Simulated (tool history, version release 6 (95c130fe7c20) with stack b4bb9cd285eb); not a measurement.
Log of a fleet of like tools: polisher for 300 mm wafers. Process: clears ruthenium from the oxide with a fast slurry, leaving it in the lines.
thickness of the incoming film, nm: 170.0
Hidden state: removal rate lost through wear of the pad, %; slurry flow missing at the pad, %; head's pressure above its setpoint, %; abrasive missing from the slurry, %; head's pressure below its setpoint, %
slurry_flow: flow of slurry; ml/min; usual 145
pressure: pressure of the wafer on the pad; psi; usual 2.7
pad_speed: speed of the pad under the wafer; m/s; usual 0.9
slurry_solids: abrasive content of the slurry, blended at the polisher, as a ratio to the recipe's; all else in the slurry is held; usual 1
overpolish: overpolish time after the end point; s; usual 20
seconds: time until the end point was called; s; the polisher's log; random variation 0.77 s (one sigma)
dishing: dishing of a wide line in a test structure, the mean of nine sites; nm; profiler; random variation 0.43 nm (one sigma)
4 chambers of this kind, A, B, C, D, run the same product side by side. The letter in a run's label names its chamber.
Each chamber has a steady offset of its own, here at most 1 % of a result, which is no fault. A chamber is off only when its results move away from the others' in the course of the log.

run,hour,slurry_flow,pressure,pad_speed,slurry_solids,overpolish,wafers polished on this pad,hours since the slurry nozzle was cleaned,hours since the head pressure was calibrated,hours since the slurry blender was calibrated,seconds,dishing
1B,12.6,145,2.7,0.9,1,20,445,244.7,131.3,199.9,52.201,28.413
2D,18.5,145,2.7,0.9,1,20,390,422.5,116.9,41.3,50.846,28.686
3C,28.2,145,2.7,0.9,1,20,604,429.6,705.7,243.3,51.378,28.061
4A,37.1,145,2.7,0.9,1,20,410,541.2,369.6,47.9,51.722,29.177
# hour 40.3: chamber D: worn pad replaced by a new one
5D,43.4,145,2.7,0.9,1,20,25,447.4,141.8,66.2,51.655,29.049
6C,51.8,145,2.7,0.9,1,20,800,453.2,729.3,266.9,50.149,29.074
7A,59.4,145,2.7,0.9,1,20,596,563.5,391.9,70.2,51.412,28.101
# hour 62.9: chamber A: worn pad replaced by a new one
# hour 64.1: chamber C: slurry blender recalibrated
8B,71.8,145,2.7,0.9,1,26,938,303.9,190.5,259.1,51.343,30.664
9A,77.4,145,2.7,0.9,1,26,121,581.5,409.9,88.2,51.196,30.832
# hour 82: chamber B: slurry nozzle cleaned
10D,87.1,145,2.7,0.9,1,26,389,491.1,185.5,109.9,50.74,31.783
11B,95.7,145,2.7,0.9,1,26,1137,13.8,214.4,283,52.214,31.129
12C,101.7,145,2.7,0.9,1,20,1216,503.1,779.2,37.6,50.765,29.451
# hour 103.5: chamber C: worn pad replaced by a new one
# hour 104.5: chamber D: worn pad replaced by a new one
13A,114.2,145,3.2,0.9,0.9,20,427,618.3,446.7,125,46.018,29.577
14B,124,145,3.2,0.9,0.9,20,1373,42.1,242.7,311.3,45.252,29.937
# hour 133: chamber A: slurry nozzle cleaned
# hour 133.1: chamber A: worn pad replaced by a new one
15D,133.6,145,3.2,0.9,0.9,20,242,537.6,232,156.4,45.296,29.584
16C,140.5,145,3.2,0.9,0.9,20,308,541.9,818,76.4,45.593,29.784
17D,152.7,145,2.7,0.9,1,20,401,556.7,251.1,175.5,51.03,28.624
18B,162,145,2.7,0.9,1,20,1689,80.1,280.7,349.3,52.303,27.674
19A,168.2,145,2.7,0.9,1,14,292,35.2,500.7,179,50.837,24.171
20C,179.6,145,2.7,0.9,1,14,634,581,857.1,115.5,51.844,24.627
# hour 180.5: chamber D: worn pad replaced by a new one
21C,188.6,145,2.7,0.9,1,14,709,590,866.1,124.5,52.093,24.459
# hour 195.5: chamber A: worn pad replaced by a new one
22A,200.8,145,2.7,0.9,1,14,44,67.8,533.3,211.6,51.195,24.237
23D,211,145,2.7,0.9,1,20,254,615,309.4,233.8,50.604,27.716
24B,217.9,145,2.7,0.9,1,20,2155,136,336.6,405.2,53.037,27.935
# hour 223.9: chamber C: worn pad replaced by a new one
25D,228.1,145,2.7,0.9,1,20,397,632.1,326.5,250.9,51.675,29.138
# hour 229.2: chamber B: slurry blender recalibrated
26B,234.8,100,2.7,0.6,1,20,2295,152.9,353.5,5.6,88.345,22.258
# hour 237.9: chamber D: worn pad replaced by a new one
27A,244.3,100,2.7,0.6,1,20,406,111.3,576.8,255.1,82.655,22.846
# hour 244.4: chamber A: slurry blender recalibrated
28C,250.6,100,2.7,0.6,1,20,222,652,928.1,186.5,83.8,21.894
# hour 253.5: chamber A: worn pad replaced by a new one
29D,258.8,100,2.7,0.6,1,20,174,662.8,357.2,281.6,82.862,22.536
30A,271.3,145,2.7,0.9,1,20,148,138.3,603.8,27,51.414,28.677
31B,283.3,145,2.7,0.9,1,20,2699,201.4,402,54.1,53.488,27.823
32C,290.7,145,2.7,0.9,1,20,556,692.1,968.2,226.6,51.085,28.357
# hour 296.8: chamber D: slurry nozzle cleaned
33D,300.6,145,2.7,0.9,1,29,522,3.8,399,323.4,51.176,31.655
34B,311.8,145,2.7,0.9,1,29,2937,229.9,430.5,82.6,55.357,31.8
35A,318.6,145,2.7,0.9,1,29,542,185.6,651.1,74.3,51.364,31.663
# hour 321.4: chamber C: slurry blender recalibrated
36C,324.5,145,2.7,0.9,1,29,838,725.9,1002,3.2,50.315,31.718
# hour 325.9: chamber A: worn pad replaced by a new one
37A,336,145,2.7,0.9,1,20,84,203,668.5,91.7,50.916,28.204

All 4 chambers run these settings next. Forecast each chamber's results:
38A,345.1,145,2.7,0.9,1,11,,,,,?,?
38B,345.1,145,2.7,0.9,1,11,,,,,?,?
38C,345.1,145,2.7,0.9,1,11,,,,,?,?
38D,345.1,145,2.7,0.9,1,11,,,,,?,?

run,seconds,dishing
38A,50.534,21.293
38B,56.525,19.689
38C,50.298,21.067
38D,50.23,20.993
